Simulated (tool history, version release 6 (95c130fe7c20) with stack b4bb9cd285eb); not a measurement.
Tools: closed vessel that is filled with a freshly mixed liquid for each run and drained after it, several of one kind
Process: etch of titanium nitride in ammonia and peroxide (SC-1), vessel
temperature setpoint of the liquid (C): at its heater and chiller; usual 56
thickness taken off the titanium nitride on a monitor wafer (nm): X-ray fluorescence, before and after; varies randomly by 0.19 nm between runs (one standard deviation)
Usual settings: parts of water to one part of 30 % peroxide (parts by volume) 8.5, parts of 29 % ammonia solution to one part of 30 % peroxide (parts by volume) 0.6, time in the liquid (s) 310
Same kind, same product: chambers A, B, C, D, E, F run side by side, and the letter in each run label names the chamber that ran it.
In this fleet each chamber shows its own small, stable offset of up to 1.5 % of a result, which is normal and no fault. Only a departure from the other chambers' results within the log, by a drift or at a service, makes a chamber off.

run,hour,temperature setpoint of the liquid (C),parts of water to one part of 30 % peroxide (parts by volume),parts of 29 % ammonia solution to one part of 30 % peroxide (parts by volume),time in the liquid (s),hours since the thermometer was replaced,hours since the ammonia flow meter was replaced,hours since the drum of ammonia solution was connected,"read-back film thickness of the titanium nitride reference wafer, read on the same gauge (nm)",thickness taken off the titanium nitride on a monitor wafer (nm)
# hour 2.6: chamber A: new drum of ammonia solution connected
1F,12.5,56,8.5,0.6,310,457.3,213.2,854.7,90.006,35.028
2E,19.2,56,8.5,0.6,310,429,679.7,429.8,90.015,35.014
3B,33.5,56,8.5,0.6,310,653.7,60.4,960,89.973,35.386
4C,46.3,56,8.5,0.6,310,884.9,1025.9,59.8,89.989,35.147
5D,54.3,56,8.5,0.6,310,566.7,1855.3,328.8,89.99,34.267
6A,63.4,56,8.5,0.6,310,395.6,1710.8,60.8,89.986,35.148
# hour 64.2: chamber B: new drum of ammonia solution connected
# hour 69.3: chamber E: ammonia flow meter replaced
7C,72.1,56,8.5,0.6,310,910.7,1051.7,85.6,89.992,34.819
8A,80.2,56,8.5,0.45,310,412.4,1727.6,77.6,90.008,33.364
9B,93.9,56,8.5,0.45,310,714.1,120.8,29.8,90.004,33.764
10E,103,56,8.5,0.45,310,512.8,33.7,513.6,89.978,33.166
11F,113.7,56,8.5,0.45,310,558.5,314.4,955.9,90,33.281
12D,125.9,56,8.5,0.45,310,638.3,1926.9,400.4,89.99,32.688
13B,140.5,56,8.5,0.45,310,760.7,167.4,76.4,90.038,33.416
14F,155.7,56,8.5,0.6,310,600.5,356.4,997.9,90.001,35.277
# hour 161.1: chamber D: ammonia flow meter replaced
# hour 166.8: chamber F: new drum of ammonia solution connected
15D,170.4,56,8.5,0.6,310,682.8,9.3,444.9,90.016,34.614
16A,180.4,56,8.5,0.6,310,512.6,1827.8,177.8,89.996,34.973
17E,190.2,56,8.5,0.6,310,600,120.9,600.8,89.981,35.004
18C,205,56,8.5,0.6,310,1043.6,1184.6,218.5,90.019,34.799
19E,211.7,56,8.5,0.6,310,621.5,142.4,622.3,90.028,34.859
# hour 221.8: chamber A: new drum of ammonia solution connected
20C,222.6,56,8.5,0.6,310,1061.2,1202.2,236.1,90,35.088
21A,233.3,56,8.5,0.6,310,565.5,1880.7,11.6,89.983,34.885
22B,247.3,56,8.5,0.4,310,867.5,274.2,183.2,90,33.664
# hour 255.1: chamber A: thermometer replaced
23F,259.8,56,8.5,0.4,310,704.6,460.5,93.1,90.01,32.67
24D,271.9,56,8.5,0.4,310,784.3,110.8,546.4,89.995,32.158
25F,279.4,56,8.5,0.4,310,724.2,480.1,112.7,90.01,32.72
26A,288.1,56,8.5,0.4,310,33,1935.5,66.4,90.006,32.807
27E,296.7,56,8.5,0.4,310,706.5,227.4,707.3,90.024,32.485
# hour 311.4: chamber D: thermometer replaced
28C,311.9,56,8.5,0.6,310,1150.5,1291.5,325.4,90.024,35.297
29B,325.2,56,8.5,0.6,310,945.4,352.1,261.1,90.024,36.445
30D,333.8,56,8.5,0.6,310,22.4,172.7,608.3,90.014,34.814
31A,345.8,56,8.5,0.6,310,90.7,1993.2,124.1,90.004,34.761
32F,356.8,56,8.5,0.6,310,801.6,557.5,190.1,90.013,34.849
33E,370.8,56,8.5,0.6,310,780.6,301.5,781.4,90.007,34.71
34B,383.3,56,8.5,0.6,310,1003.5,410.2,319.2,89.979,36.659
# hour 395.9: chamber D: new drum of ammonia solution connected
35C,396.6,56,8.5,0.6,310,1235.2,1376.2,410.1,89.972,34.965
36D,410.1,56,8.5,0.6,310,98.7,249,14.2,89.988,34.837
37F,417.9,56,8.5,0.6,310,862.7,618.6,251.2,90.005,34.609
38E,424.7,56,8.5,0.6,310,834.5,355.4,835.3,90.018,34.856
39A,434.8,56,8.5,0.6,310,179.7,2082.2,213.1,89.999,35.411
40D,448.5,56,8.5,0.6,310,137.1,287.4,52.6,90.005,34.552
41B,462.5,56,8.5,0.6,310,1082.7,489.4,398.4,89.982,37.5

For the next run the whole fleet of 6 chambers uses the same settings. Give each chamber's results:
42A,473.6,56,8.5,0.6,310,,,,,?
42B,473.6,56,8.5,0.6,310,,,,,?
42C,473.6,56,8.5,0.6,310,,,,,?
42D,473.6,56,8.5,0.6,310,,,,,?
42E,473.6,56,8.5,0.6,310,,,,,?
42F,473.6,56,8.5,0.6,310,,,,,?

run,thickness taken off the titanium nitride on a monitor wafer (nm)
42A,35.152
42B,37.794
42C,34.936
42D,34.974
42E,35.075
42F,35.133
